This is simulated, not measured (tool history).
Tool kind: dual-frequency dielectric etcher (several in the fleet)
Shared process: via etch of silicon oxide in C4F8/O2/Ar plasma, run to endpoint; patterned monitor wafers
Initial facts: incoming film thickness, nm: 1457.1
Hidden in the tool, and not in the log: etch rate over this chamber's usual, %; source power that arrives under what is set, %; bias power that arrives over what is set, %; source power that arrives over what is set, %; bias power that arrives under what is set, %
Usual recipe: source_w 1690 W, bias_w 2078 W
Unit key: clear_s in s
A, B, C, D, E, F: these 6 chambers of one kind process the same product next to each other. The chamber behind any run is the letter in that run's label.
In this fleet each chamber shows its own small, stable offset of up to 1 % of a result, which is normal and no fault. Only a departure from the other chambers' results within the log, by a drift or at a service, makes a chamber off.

run,day,source_w,bias_w,hours since the last wet clean,hours since the last source power generator calibration,hours since the last bias power generator calibration,clear_s
1E,0.238,1690,2078,246.2,2645.9,373.6,300
2D,0.392,1690,2078,38.9,1090.3,3105.5,308.43
# day 0.521: chamber F: wet clean of the chamber
3C,0.55,1690,2078,118.1,1122.7,1136.5,298.83
4B,0.788,1690,2078,42.3,1257,244.9,305.33
5F,1.075,1690,2078,13.4,3557.8,3863.5,304.63
6A,1.317,1690,2078,520.9,36.8,2460.6,305.73
7E,1.467,1690,2078,275.7,2675.4,403.1,306.5
8B,1.608,1690,2078,62,1276.7,264.6,304.35
9F,1.883,1690,2078,32.8,3577.2,3882.9,302.39
10C,2.075,1690,2078,154.7,1159.3,1173.1,302.21
11D,2.304,1690,2078,84.8,1136.2,3151.4,310.56
12A,2.517,2060,1762,549.7,65.6,2489.4,296.66
13A,2.729,2060,1762,554.8,70.7,2494.5,296.88
14C,2.979,2060,1762,176.4,1181,1194.8,297.35
15B,3.2,2060,1762,100.2,1314.9,302.8,300.07
16F,3.417,2060,1762,69.6,3614,3919.7,295.71
17E,3.558,2060,1762,325.9,2725.6,453.3,295.65
18D,3.704,1690,2078,118.4,1169.8,3185,308.7
19B,3.883,1690,2078,116.6,1331.3,319.2,306.49
20F,4.021,1690,2078,84.1,3628.5,3934.2,304.12
# day 4.117: chamber A: wet clean of the chamber
21C,4.271,1690,2078,207.4,1212,1225.8,302.62
22E,4.562,1690,2078,350,2749.7,477.4,302.01
23D,4.829,1690,2078,145.4,1196.8,3212,306.25
24A,4.996,1690,2078,21.1,125.1,2548.9,292.45
25B,5.167,1690,2078,147.4,1362.1,350,305.95
26A,5.433,1690,2078,31.6,135.6,2559.4,291.46
27C,5.6,1690,2078,239.3,1243.9,1257.7,299.74
28D,5.792,1690,2078,168.5,1219.9,3235.1,307.55
29F,5.975,1690,2078,131,3675.4,3981.1,301.67
30E,6.183,2000,2078,388.9,2788.6,516.3,282.35
31A,6.417,2000,2078,55.2,159.2,2583,277.02
32E,6.7,2000,2078,401.3,2801,528.7,288.91
33C,6.854,2000,2078,269.4,1274,1287.8,282.6
34D,7.121,2000,2078,200.4,1251.8,3267,290.7
35F,7.371,2000,2078,164.5,3708.9,4014.6,283.07
36B,7.579,1690,2078,205.3,1420,407.9,309.83
37E,7.746,1690,2078,426.4,2826.1,553.8,300.69
38A,8.017,1690,2078,93.6,197.6,2621.4,293.81
39B,8.275,1690,2078,222,1436.7,424.6,308.48
40D,8.454,1690,2078,232.4,1283.8,3299,303.7
41F,8.733,1690,2078,197.2,3741.6,4047.3,303.47
42C,8.933,1690,2078,319.3,1323.9,1337.7,305.21
43A,9.129,1690,2078,120.3,224.3,2648.1,298.88

What goes on in this fleet: one chamber off, a drifting gauge, or nothing beyond the chambers' own small offsets? Name the chamber and the cause, if any.

The work done on chamber A during a service left it standing apart from the others.
What lies behind it: etch rate over this chamber's usual, % = 4.22.

Which of the 4 candidates below, each the usual settings with something changed and its results left as question marks, puts chamber A back in line with what the other chambers give on the usual settings?
Counts as in line when no further than this from what the other chambers average on the usual settings: clear_s 7.6 s
44A-1,9.35,1400,2078,,,,?
44A-2,9.35,1690,2643,,,,?
44A-3,9.35,1590,1990,,,,?
44A-4,9.35,1790,2166,,,,?

Usual-settings mean across the other chambers: clear_s 304.25 s
run,clear_s
44A-1,315.43
44A-2,271.85
44A-3,303.5
44A-4,282.18
44A-3 brings the chamber back in line.
